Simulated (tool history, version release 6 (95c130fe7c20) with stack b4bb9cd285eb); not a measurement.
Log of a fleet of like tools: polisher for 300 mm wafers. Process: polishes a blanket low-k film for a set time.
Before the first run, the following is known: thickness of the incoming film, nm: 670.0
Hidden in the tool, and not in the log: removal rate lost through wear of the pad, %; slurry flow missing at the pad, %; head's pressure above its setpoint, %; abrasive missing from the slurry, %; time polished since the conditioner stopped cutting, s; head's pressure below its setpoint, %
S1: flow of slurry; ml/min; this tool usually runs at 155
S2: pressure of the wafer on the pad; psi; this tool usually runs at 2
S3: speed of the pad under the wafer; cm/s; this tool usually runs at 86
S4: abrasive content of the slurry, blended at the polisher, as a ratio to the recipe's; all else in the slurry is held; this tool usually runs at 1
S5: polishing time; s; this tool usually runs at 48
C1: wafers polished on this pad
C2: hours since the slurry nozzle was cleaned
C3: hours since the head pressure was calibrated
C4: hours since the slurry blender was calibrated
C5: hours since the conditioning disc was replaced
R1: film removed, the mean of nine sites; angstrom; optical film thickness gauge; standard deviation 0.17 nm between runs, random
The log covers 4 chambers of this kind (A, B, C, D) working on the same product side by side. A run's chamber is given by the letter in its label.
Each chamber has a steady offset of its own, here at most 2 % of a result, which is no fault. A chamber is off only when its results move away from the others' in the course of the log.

run	day	S1	S2	S3	S4	S5	C1	C2	C3	C4	C5	R1
1B	0.338	155	2	86	1	48	792	551.2	27.3	45.6	333.4	190.63
# day 0.475: chamber B: worn pad replaced by a new one
2C	0.575	155	2	86	1	48	1296	124.9	416.9	184	177.2	188.58
# day 0.675: chamber D: worn pad replaced by a new one
# day 0.679: chamber C: worn pad replaced by a new one
3D	0.958	155	2	86	1	48	73	494.2	469.4	221	197.8	194.68
4A	1.317	155	2	86	1	48	814	73.6	35.1	259.7	271	191.09
5A	1.733	155	2	86	1	48	921	83.6	45.1	269.7	281	187.85
6D	2.038	155	1.4	86	1	48	350	520.1	495.3	246.9	223.7	136.2
# day 2.325: chamber C: conditioning disc replaced and pad reconditioned
7B	2.442	155	1.4	86	1	48	506	601.7	77.8	96.1	383.9	134.33
8C	2.654	155	1.4	86	1	48	508	174.8	466.8	233.9	8	136.77
# day 2.8: chamber D: slurry nozzle cleaned
9A	2.888	155	1.4	86	1	48	1218	111.3	72.8	297.4	308.7	131.39
10B	3.108	155	2	86	1	48	678	617.7	93.8	112.1	399.9	189.14
11C	3.446	155	2	86	1	48	712	193.8	485.8	252.9	27	189.52
# day 3.504: chamber B: worn pad replaced by a new one
# day 3.708: chamber D: conditioning disc replaced and pad reconditioned
# day 3.742: chamber A: worn pad replaced by a new one
12D	3.762	155	2	86	1	48	795	23.1	536.7	288.3	1.4	192.17
# day 4.108: chamber D: worn pad replaced by a new one
13A	4.138	155	2	86	1	48	102	141.3	102.8	327.4	338.7	191.5
14C	4.562	155	2	86	1	48	1000	220.6	512.6	279.7	53.8	191.01
# day 4.717: chamber C: head pressure recalibrated
# day 4.829: chamber B: slurry blender recalibrated
15D	4.95	155	2	86	1	48	216	51.6	565.2	316.8	29.9	194.79
# day 4.975: chamber C: worn pad replaced by a new one
16B	5.304	155	2	86	1.25	48	463	670.4	146.5	11.4	452.6	211.88
17A	5.625	155	2	86	1.25	48	485	177	138.5	363.1	374.4	209.76
18B	5.896	155	2	86	1.25	48	616	684.6	160.7	25.6	466.8	211.64
19D	6.267	155	2	86	1.25	48	556	83.2	596.8	348.4	61.5	213.75
# day 6.362: chamber B: worn pad replaced by a new one
# day 6.371: chamber B: slurry nozzle cleaned
20C	6.467	155	2	86	1	48	384	266.3	42	325.4	99.5	169.22
21A	6.742	155	2	86	1	48	772	203.8	165.3	389.9	401.2	190.01
22B	7.05	155	2	86	1	48	177	16.4	188.4	53.3	494.5	193.18
23D	7.246	155	2	86	1	48	808	106.7	620.3	371.9	85	190.39
24C	7.65	155	2	86	1	48	689	294.7	70.4	353.8	127.9	169.57
# day 7.804: chamber D: worn pad replaced by a new one
25D	7.946	155	2	86	1	56	36	123.5	637.1	388.7	101.8	223.53
26B	8.225	155	2	86	1	56	480	44.6	216.6	81.5	522.7	221.63

Next, all 4 chambers run the settings below, one line each with question marks for the results. What does each chamber give?
27A	8.538	155	2	86	1	48						?
27B	8.538	155	2	86	1	48						?
27C	8.538	155	2	86	1	48						?
27D	8.538	155	2	86	1	48						?

run	R1
27A	188.58
27B	191.01
27C	172.38
27D	192.37
